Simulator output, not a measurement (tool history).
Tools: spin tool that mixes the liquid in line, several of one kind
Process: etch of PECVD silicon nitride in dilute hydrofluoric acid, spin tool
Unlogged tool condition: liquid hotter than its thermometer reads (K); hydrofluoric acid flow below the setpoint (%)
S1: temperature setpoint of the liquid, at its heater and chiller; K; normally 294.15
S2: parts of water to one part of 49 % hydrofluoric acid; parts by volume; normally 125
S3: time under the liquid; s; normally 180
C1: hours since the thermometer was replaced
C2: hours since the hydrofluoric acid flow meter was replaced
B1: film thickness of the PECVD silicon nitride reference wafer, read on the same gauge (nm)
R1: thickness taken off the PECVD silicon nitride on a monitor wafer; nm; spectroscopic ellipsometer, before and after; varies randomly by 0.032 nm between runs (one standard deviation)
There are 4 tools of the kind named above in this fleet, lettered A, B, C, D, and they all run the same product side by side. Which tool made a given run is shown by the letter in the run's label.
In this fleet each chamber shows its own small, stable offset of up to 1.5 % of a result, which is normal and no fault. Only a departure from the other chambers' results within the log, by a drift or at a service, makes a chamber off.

run	day	S1	S2	S3	C1	C2	B1	R1
1D	0.475	294.15	125	180	555.7	422.4	90.011	5.1089
2B	0.708	294.15	125	180	858.2	1307.5	90.005	5.1808
3A	1.092	294.15	125	180	241.6	1681	89.96	5.221
4C	1.329	294.15	125	180	2080.5	1433.3	90.012	5.2693
5C	1.717	294.15	125	180	2089.8	1442.6	90.052	5.226
6D	1.958	294.15	125	180	591.3	458	90.024	5.1008
7B	2.262	294.15	125	180	895.5	1344.8	89.991	5.1438
8A	2.738	294.15	125	180	281.1	1720.5	89.996	5.2319
9C	2.971	294.15	125	180	2119.9	1472.7	89.999	5.2053
10D	3.262	294.15	125	180	622.6	489.3	89.992	5.0932
11B	3.762	294.15	125	180	931.5	1380.8	90.006	5.1918
12A	4.112	294.15	125	180	314.1	1753.5	89.995	5.2093
13B	4.567	294.15	155	180	950.8	1400.1	90.001	4.2093
14D	4.846	294.15	155	180	660.6	527.3	89.999	4.181
15C	5.342	294.15	155	180	2176.8	1529.6	89.978	4.2604
16A	5.629	294.15	155	180	350.5	1789.9	90.001	4.262
17D	6.129	294.15	125	180	691.4	558.1	89.992	5.0805
18B	6.392	294.15	100	75	994.6	1443.9	89.978	2.7006
19A	6.871	294.15	100	75	380.3	1819.7	90.015	2.7164
20C	7.154	294.15	100	75	2220.3	1573.1	89.982	2.7087
21D	7.467	294.15	100	75	723.5	590.2	89.956	2.6251
22B	7.742	294.15	125	180	1027	1476.3	89.97	5.1797
23A	7.983	294.15	125	180	407	1846.4	89.97	5.1764
24C	8.475	294.15	125	180	2252	1604.8	89.988	5.2462
25D	8.904	294.15	125	180	758	624.7	89.978	4.9334
26B	9.267	294.15	125	180	1063.6	1512.9	89.993	5.2001
# day 9.412: chamber C: hydrofluoric acid flow meter replaced
27A	9.558	297.15	125	180	444.8	1884.2	89.997	6.3638
# day 9.7: chamber C: thermometer replaced
28C	9.938	297.15	125	180	5.8	12.7	90.014	6.3657
29B	10.288	297.15	125	180	1088.1	1537.4	89.996	6.2839
30C	10.733	297.15	125	180	24.9	31.8	90.013	6.3667
31A	11.225	290.65	125	285	484.8	1924.2	89.993	6.4981
32D	11.675	290.65	125	285	824.5	691.2	90.011	5.9981
33C	11.925	290.65	125	285	53.5	60.4	90.024	6.4447
34A	12.162	290.65	125	285	507.3	1946.7	89.992	6.5971
35D	12.608	294.15	125	180	846.9	713.6	89.984	4.7914
36B	13.008	294.15	125	180	1153.4	1602.7	90.01	5.2097
37A	13.258	294.15	125	180	533.6	1973	90.007	5.2621

Next, all 4 chambers run the settings below, one line each with question marks for the results. What does each chamber give?
38A	13.617	294.15	70	180				?
38B	13.617	294.15	70	180				?
38C	13.617	294.15	70	180				?
38D	13.617	294.15	70	180				?

run	R1
38A	9.119
38B	9.1663
38C	9.1039
38D	8.3657
